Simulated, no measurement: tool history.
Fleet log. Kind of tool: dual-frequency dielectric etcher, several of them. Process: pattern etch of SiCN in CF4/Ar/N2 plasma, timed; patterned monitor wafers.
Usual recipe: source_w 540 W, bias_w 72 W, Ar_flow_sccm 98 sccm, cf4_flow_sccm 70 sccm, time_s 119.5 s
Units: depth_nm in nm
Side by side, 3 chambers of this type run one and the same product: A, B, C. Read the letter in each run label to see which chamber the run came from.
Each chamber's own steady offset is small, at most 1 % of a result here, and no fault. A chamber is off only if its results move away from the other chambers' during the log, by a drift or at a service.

run,hour,source_w,bias_w,Ar_flow_sccm,cf4_flow_sccm,time_s,hours since the last wet clean,hours since the last source power generator calibration,hours since the last bias power generator calibration,hours since the last Ar flow controller change,hours since the last CF4 flow controller change,"read-back reference wafer on the same gauge, depth_nm",depth_nm
1C,5.3,540,72,98,70,119.5,528.5,2269.2,1573.4,202.7,2997.8,110.97,120.470
2B,7.9,540,72,98,70,119.5,323.8,2964.3,2189.8,691.8,2735.5,110.99,121.130
3A,11.4,540,72,98,70,119.5,322.2,2984.9,1465.3,1375.2,1600.9,110.91,120.220
4C,15.8,540,72,98,70,119.5,539.0,2279.7,1583.9,213.2,3008.3,110.95,120.460
5B,21.1,540,72,98,70,96.0,337.0,2977.5,2203.0,705.0,2748.7,110.86,97.449
6A,24.6,540,72,98,70,96.0,335.4,2998.1,1478.5,1388.4,1614.1,110.84,96.732
7B,28.4,540,72,98,70,96.0,344.3,2984.8,2210.3,712.3,2756.0,110.83,96.973
8C,32.6,540,72,98,70,119.5,555.8,2296.5,1600.7,230.0,3025.1,110.82,120.300
9A,35.9,540,72,98,70,119.5,346.7,3009.4,1489.8,1399.7,1625.4,110.79,120.420
10A,39.9,540,72,98,70,119.5,350.7,3013.4,1493.8,1403.7,1629.4,110.76,120.290
11B,45.1,540,72,98,70,119.5,361.0,3001.5,2227.0,729.0,2772.7,110.76,120.730
12C,47.8,540,72,98,70,119.5,571.0,2311.7,1615.9,245.2,3040.3,110.74,120.030
13A,51.7,540,72,98,70,119.5,362.5,3025.2,1505.6,1415.5,1641.2,110.72,120.110
# hour 54.6: chamber C: wet clean of the chamber
14C,55.4,540,72,98,70,119.5,0.8,2319.3,1623.5,252.8,3047.9,110.73,120.100
15B,59.7,540,72,98,70,119.5,375.6,3016.1,2241.6,743.6,2787.3,110.70,120.550
16C,65.0,540,72,98,70,119.5,10.4,2328.9,1633.1,262.4,3057.5,110.67,119.990
17B,70.1,540,72,98,70,119.5,386.0,3026.5,2252.0,754.0,2797.7,110.63,120.760
18A,72.8,540,72,98,70,154.5,383.6,3046.3,1526.7,1436.6,1662.3,110.62,155.130
19A,77.5,540,72,98,70,154.5,388.3,3051.0,1531.4,1441.3,1667.0,110.56,155.190
# hour 82.1: chamber A: wet clean of the chamber
20B,82.1,540,72,98,70,154.5,398.0,3038.5,2264.0,766.0,2809.7,110.55,155.880
21C,84.5,540,72,98,70,119.5,29.9,2348.4,1652.6,281.9,3077.0,110.55,119.950
22C,87.2,540,72,98,70,119.5,32.6,2351.1,1655.3,284.6,3079.7,110.53,119.920
23B,90.8,540,64,111,70,119.5,406.7,3047.2,2272.7,774.7,2818.4,110.53,113.640
24A,94.3,540,64,111,70,119.5,12.2,3067.8,1548.2,1458.1,1683.8,110.48,112.850
25C,99.5,540,64,111,70,119.5,44.9,2363.4,1667.6,296.9,3092.0,110.49,113.010

All chambers now run identical settings, listed one chamber a line with results as question marks. What results will each chamber show?
26A,103.4,540,72,98,63,119.5,,,,,,,?
26B,103.4,540,72,98,63,119.5,,,,,,,?
26C,103.4,540,72,98,63,119.5,,,,,,,?

run,depth_nm
26A,118.000
26B,118.440
26C,118.080

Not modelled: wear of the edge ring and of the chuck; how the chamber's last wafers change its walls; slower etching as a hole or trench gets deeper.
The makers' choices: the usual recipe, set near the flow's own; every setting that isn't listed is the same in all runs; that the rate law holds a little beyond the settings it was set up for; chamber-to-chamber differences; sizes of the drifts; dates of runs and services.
